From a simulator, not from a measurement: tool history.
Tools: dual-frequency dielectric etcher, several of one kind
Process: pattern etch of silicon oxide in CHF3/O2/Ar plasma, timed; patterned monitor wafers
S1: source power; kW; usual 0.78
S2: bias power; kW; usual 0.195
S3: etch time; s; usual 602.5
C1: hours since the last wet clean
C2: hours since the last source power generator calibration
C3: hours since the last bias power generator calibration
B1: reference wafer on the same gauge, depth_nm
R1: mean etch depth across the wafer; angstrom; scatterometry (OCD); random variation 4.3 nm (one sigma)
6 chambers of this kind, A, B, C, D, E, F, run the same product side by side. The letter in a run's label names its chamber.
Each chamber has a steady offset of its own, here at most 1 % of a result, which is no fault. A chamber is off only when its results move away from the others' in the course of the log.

{"run": "1A", "hour": 6.1, "S1": 0.78, "S2": 0.195, "S3": 602.5, "C1": 114.3, "C2": 1296.4, "C3": 2990.1, "B1": 1100, "R1": 13640}
{"run": "2B", "hour": 15.1, "S1": 0.78, "S2": 0.195, "S3": 602.5, "C1": 291.4, "C2": 527.2, "C3": 2104, "B1": 1100, "R1": 13416}
{"run": "3D", "hour": 22.1, "S1": 0.78, "S2": 0.195, "S3": 602.5, "C1": 427.3, "C2": 1116.5, "C3": 3676, "B1": 1099.3, "R1": 13462}
{"run": "4F", "hour": 31.6, "S1": 0.78, "S2": 0.195, "S3": 602.5, "C1": 399.5, "C2": 40.9, "C3": 639.2, "B1": 1100.1, "R1": 13423}
{"run": "5C", "hour": 36.9, "S1": 0.78, "S2": 0.195, "S3": 602.5, "C1": 354.8, "C2": 305.7, "C3": 1633.4, "B1": 1099.6, "R1": 13425}
{"run": "6E", "hour": 42.3, "S1": 0.78, "S2": 0.195, "S3": 602.5, "C1": 288.9, "C2": 1479.2, "C3": 889.6, "B1": 1099.4, "R1": 13524}
{"run": "7E", "hour": 48.7, "S1": 0.78, "S2": 0.195, "S3": 602.5, "C1": 295.3, "C2": 1485.6, "C3": 896, "B1": 1100.5, "R1": 13488}
{"run": "8C", "hour": 53.6, "S1": 0.86, "S2": 0.195, "S3": 602.5, "C1": 371.5, "C2": 322.4, "C3": 1650.1, "B1": 1099.5, "R1": 13913}
{"run": "9D", "hour": 61.6, "S1": 0.86, "S2": 0.195, "S3": 602.5, "C1": 466.8, "C2": 1156, "C3": 3715.5, "B1": 1099.7, "R1": 14065}
{"run": "10F", "hour": 67.0, "S1": 0.86, "S2": 0.195, "S3": 602.5, "C1": 434.9, "C2": 76.3, "C3": 674.6, "B1": 1100.3, "R1": 13970}
{"hour": 69.0, "done": "chamber F: wet clean of the chamber"}
{"run": "11B", "hour": 74.5, "S1": 0.86, "S2": 0.195, "S3": 602.5, "C1": 350.8, "C2": 586.6, "C3": 2163.4, "B1": 1099.6, "R1": 13978}
{"run": "12A", "hour": 82.5, "S1": 0.86, "S2": 0.195, "S3": 602.5, "C1": 190.7, "C2": 1372.8, "C3": 3066.5, "B1": 1100.8, "R1": 14134}
{"run": "13B", "hour": 87.2, "S1": 0.86, "S2": 0.195, "S3": 602.5, "C1": 363.5, "C2": 599.3, "C3": 2176.1, "B1": 1100.8, "R1": 14067}
{"hour": 95.4, "done": "chamber D: wet clean of the chamber"}
{"run": "14F", "hour": 97.7, "S1": 0.78, "S2": 0.195, "S3": 602.5, "C1": 28.8, "C2": 107, "C3": 705.3, "B1": 1100, "R1": 13478}
{"run": "15A", "hour": 102.9, "S1": 0.78, "S2": 0.195, "S3": 602.5, "C1": 211.1, "C2": 1393.2, "C3": 3086.9, "B1": 1100.2, "R1": 13641}
{"hour": 103.6, "done": "chamber E: wet clean of the chamber"}
{"run": "16C", "hour": 107.6, "S1": 0.78, "S2": 0.195, "S3": 602.5, "C1": 425.5, "C2": 376.4, "C3": 1704.1, "B1": 1100.4, "R1": 13377}
{"hour": 114.6, "done": "chamber C: wet clean of the chamber"}
{"run": "17D", "hour": 116.6, "S1": 0.78, "S2": 0.195, "S3": 602.5, "C1": 21.3, "C2": 1211, "C3": 3770.5, "B1": 1100.5, "R1": 13590}
{"run": "18E", "hour": 121.6, "S1": 0.78, "S2": 0.195, "S3": 747.5, "C1": 18, "C2": 1558.5, "C3": 968.9, "B1": 1099.3, "R1": 17373}
{"hour": 123.4, "done": "chamber B: wet clean of the chamber"}
{"run": "19B", "hour": 130.3, "S1": 0.78, "S2": 0.195, "S3": 747.5, "C1": 7, "C2": 642.4, "C3": 2219.2, "B1": 1099.9, "R1": 16707}
{"run": "20A", "hour": 137.1, "S1": 0.78, "S2": 0.195, "S3": 747.5, "C1": 245.3, "C2": 1427.4, "C3": 3121.1, "B1": 1099.4, "R1": 16879}
{"hour": 140.1, "done": "chamber D: bias power generator calibrated"}
{"run": "21D", "hour": 145.7, "S1": 0.78, "S2": 0.195, "S3": 747.5, "C1": 50.4, "C2": 1240.1, "C3": 5.6, "B1": 1100.1, "R1": 16711}
{"run": "22F", "hour": 155.4, "S1": 0.78, "S2": 0.195, "S3": 747.5, "C1": 86.5, "C2": 164.7, "C3": 763, "B1": 1099.2, "R1": 16747}
{"run": "23E", "hour": 162.2, "S1": 0.78, "S2": 0.195, "S3": 747.5, "C1": 58.6, "C2": 1599.1, "C3": 1009.5, "B1": 1099.7, "R1": 17410}
{"run": "24C", "hour": 169.0, "S1": 0.78, "S2": 0.195, "S3": 602.5, "C1": 54.4, "C2": 437.8, "C3": 1765.5, "B1": 1101.1, "R1": 13459}
{"run": "25D", "hour": 177.6, "S1": 0.78, "S2": 0.195, "S3": 602.5, "C1": 82.3, "C2": 1272, "C3": 37.5, "B1": 1099.4, "R1": 13501}
{"run": "26E", "hour": 185.1, "S1": 0.78, "S2": 0.195, "S3": 602.5, "C1": 81.5, "C2": 1622, "C3": 1032.4, "B1": 1100.6, "R1": 14058}
{"run": "27C", "hour": 195.5, "S1": 0.78, "S2": 0.195, "S3": 602.5, "C1": 80.9, "C2": 464.3, "C3": 1792, "B1": 1099.5, "R1": 13409}
{"run": "28B", "hour": 206.1, "S1": 0.78, "S2": 0.151, "S3": 434, "C1": 82.8, "C2": 718.2, "C3": 2295, "B1": 1100.5, "R1": 8954.1}
{"run": "29A", "hour": 215.2, "S1": 0.78, "S2": 0.151, "S3": 434, "C1": 323.4, "C2": 1505.5, "C3": 3199.2, "B1": 1100.1, "R1": 9012}
{"run": "30F", "hour": 219.8, "S1": 0.78, "S2": 0.151, "S3": 434, "C1": 150.9, "C2": 229.1, "C3": 827.4, "B1": 1100, "R1": 8930.2}
{"run": "31F", "hour": 225.3, "S1": 0.78, "S2": 0.151, "S3": 434, "C1": 156.4, "C2": 234.6, "C3": 832.9, "B1": 1099.4, "R1": 8929.2}
{"run": "32B", "hour": 235.9, "S1": 0.78, "S2": 0.151, "S3": 434, "C1": 112.6, "C2": 748, "C3": 2324.8, "B1": 1100.1, "R1": 8932.2}
{"run": "33E", "hour": 240.8, "S1": 0.78, "S2": 0.151, "S3": 434, "C1": 137.2, "C2": 1677.7, "C3": 1088.1, "B1": 1099.3, "R1": 9287.2}
{"run": "34D", "hour": 249.5, "S1": 0.78, "S2": 0.195, "S3": 602.5, "C1": 154.2, "C2": 1343.9, "C3": 109.4, "B1": 1099.9, "R1": 13564}
{"run": "35A", "hour": 254.6, "S1": 0.95, "S2": 0.215, "S3": 602.5, "C1": 362.8, "C2": 1544.9, "C3": 3238.6, "B1": 1100.4, "R1": 15162}
{"run": "36C", "hour": 260.8, "S1": 0.95, "S2": 0.215, "S3": 602.5, "C1": 146.2, "C2": 529.6, "C3": 1857.3, "B1": 1099.6, "R1": 14919}
{"run": "37C", "hour": 270.7, "S1": 0.95, "S2": 0.215, "S3": 602.5, "C1": 156.1, "C2": 539.5, "C3": 1867.2, "B1": 1099.9, "R1": 14967}
{"run": "38D", "hour": 278.5, "S1": 0.95, "S2": 0.215, "S3": 602.5, "C1": 183.2, "C2": 1372.9, "C3": 138.4, "B1": 1100.2, "R1": 15089}

Is one chamber off against the others, does the gauge drift, or is nothing wrong? If a chamber is off, say which, and what the likeliest cause is.

A service left chamber E off against the others.
Cause: etch rate over this chamber's usual, % = 3.97.

Here are 4 candidates for chamber E's next run, each the usual settings with a change, their results left as question marks. Which one brings its results back in line with what the others give on the usual settings?
In line means no further than this from the other chambers' mean on the usual settings: R1 150 angstrom
{"run": "39E-1", "hour": 286.1, "S1": 0.78, "S2": 0.196, "S3": 611.5, "R1": "?"}
{"run": "39E-2", "hour": 286.1, "S1": 0.78, "S2": 0.193, "S3": 581.5, "R1": "?"}
{"run": "39E-3", "hour": 286.1, "S1": 0.79, "S2": 0.196, "S3": 621.5, "R1": "?"}
{"run": "39E-4", "hour": 286.1, "S1": 0.78, "S2": 0.194, "S3": 592.5, "R1": "?"}

The other chambers' mean on the usual settings: R1 13504 angstrom
run=39E-1 R1=14249
run=39E-2 R1=13479
run=39E-3 R1=14554
run=39E-4 R1=13758
39E-2 brings the chamber back in line.

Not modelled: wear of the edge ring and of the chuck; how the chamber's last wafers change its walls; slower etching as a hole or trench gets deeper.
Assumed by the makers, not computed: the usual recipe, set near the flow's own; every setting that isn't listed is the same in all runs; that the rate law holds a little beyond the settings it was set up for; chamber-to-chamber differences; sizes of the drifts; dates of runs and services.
